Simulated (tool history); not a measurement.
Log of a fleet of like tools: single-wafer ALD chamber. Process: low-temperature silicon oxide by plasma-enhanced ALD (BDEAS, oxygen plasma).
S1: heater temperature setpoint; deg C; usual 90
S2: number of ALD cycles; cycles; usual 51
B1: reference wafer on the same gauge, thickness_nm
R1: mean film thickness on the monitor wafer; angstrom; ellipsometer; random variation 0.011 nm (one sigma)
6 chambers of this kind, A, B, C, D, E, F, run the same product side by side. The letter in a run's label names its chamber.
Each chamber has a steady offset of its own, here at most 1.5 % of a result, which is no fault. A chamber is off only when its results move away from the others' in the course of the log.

Run 1C, hour 7.9: usual settings; B1 8.8293. Result: R1 75.463 angstrom.
Run 2E, hour 14.5: usual settings; B1 8.8358. Result: R1 76.198 angstrom.
Run 3D, hour 20.8: usual settings; B1 8.8314. Result: R1 75.605 angstrom.
Run 4A, hour 29.3: usual settings; B1 8.8368. Result: R1 76.070 angstrom.
Run 5B, hour 41.3: usual settings; B1 8.8347. Result: R1 76.143 angstrom.
Run 6F, hour 50.5: usual settings; B1 8.8364. Result: R1 75.173 angstrom.
Run 7F, hour 58.0: usual settings; B1 8.8407. Result: R1 75.468 angstrom.
Run 8A, hour 68.5: usual settings; B1 8.8405. Result: R1 75.989 angstrom.
Run 9D, hour 80.6: usual settings; B1 8.8440. Result: R1 75.702 angstrom.
Run 10C, hour 86.0: usual settings but S1 98 deg C; B1 8.8460. Result: R1 73.420 angstrom.
Run 11E, hour 94.5: usual settings but S1 98 deg C; B1 8.8436. Result: R1 74.160 angstrom.
Run 12B, hour 105.9: usual settings but S1 98 deg C; B1 8.8461. Result: R1 74.455 angstrom.
Run 13D, hour 114.4: usual settings but S1 98 deg C; B1 8.8492. Result: R1 73.645 angstrom.
Run 14B, hour 120.8: usual settings but S1 98 deg C; B1 8.8488. Result: R1 74.540 angstrom.
Run 15A, hour 132.9: usual settings but S1 98 deg C; B1 8.8522. Result: R1 74.355 angstrom.
Run 16E, hour 138.5: usual settings; B1 8.8506. Result: R1 76.318 angstrom.
Run 17C, hour 149.1: usual settings; B1 8.8522. Result: R1 75.591 angstrom.
Run 18F, hour 161.6: usual settings; B1 8.8558. Result: R1 75.598 angstrom.
Run 19E, hour 172.0: usual settings; B1 8.8546. Result: R1 76.568 angstrom.
Run 20F, hour 178.1: usual settings; B1 8.8562. Result: R1 75.599 angstrom.
Run 21A, hour 186.7: usual settings; B1 8.8620. Result: R1 76.423 angstrom.
Run 22D, hour 193.8: usual settings; B1 8.8597. Result: R1 75.836 angstrom.
Run 23C, hour 201.2: usual settings; B1 8.8631. Result: R1 75.701 angstrom.
Run 24B, hour 213.6: usual settings; B1 8.8616. Result: R1 76.636 angstrom.
Run 25A, hour 222.7: usual settings; B1 8.8648. Result: R1 76.373 angstrom.
Run 26E, hour 230.1: usual settings but S1 95 deg C, S2 47 cycles; B1 8.8655. Result: R1 69.228 angstrom.
Run 27C, hour 240.0: usual settings but S1 95 deg C, S2 47 cycles; B1 8.8658. Result: R1 68.601 angstrom.
Run 28D, hour 248.6: usual settings but S1 95 deg C, S2 47 cycles; B1 8.8691. Result: R1 68.921 angstrom.
Run 29B, hour 254.2: usual settings but S1 95 deg C, S2 47 cycles; B1 8.8726. Result: R1 69.328 angstrom.
Run 30F, hour 264.2: usual settings but S1 95 deg C, S2 47 cycles; B1 8.8724. Result: R1 68.474 angstrom.
Run 31B, hour 273.0: usual settings but S1 95 deg C, S2 47 cycles; B1 8.8732. Result: R1 69.275 angstrom.
Run 32F, hour 285.3: usual settings; B1 8.8764. Result: R1 75.575 angstrom.
Run 33C, hour 294.9: usual settings but S1 98 deg C, S2 58 cycles; B1 8.8767. Result: R1 83.567 angstrom.
Run 34E, hour 306.9: usual settings but S1 98 deg C, S2 58 cycles; B1 8.8761. Result: R1 84.526 angstrom.
Run 35A, hour 314.7: usual settings but S1 98 deg C, S2 58 cycles; B1 8.8811. Result: R1 84.270 angstrom.
Run 36D, hour 324.1: usual settings but S1 98 deg C, S2 58 cycles; B1 8.8837. Result: R1 84.138 angstrom.
Run 37A, hour 332.1: usual settings but S1 98 deg C, S2 58 cycles; B1 8.8816. Result: R1 84.675 angstrom.
Run 38F, hour 337.8: usual settings but S1 98 deg C, S2 58 cycles; B1 8.8793. Result: R1 83.845 angstrom.

What goes on in this fleet: one chamber off, a drifting gauge, or nothing beyond the chambers' own small offsets? Name the chamber and the cause, if any.

The gauge drifts, so all chambers seem to drift together. No chamber is off.
Cause: gauge reads high (%) = 0.619.
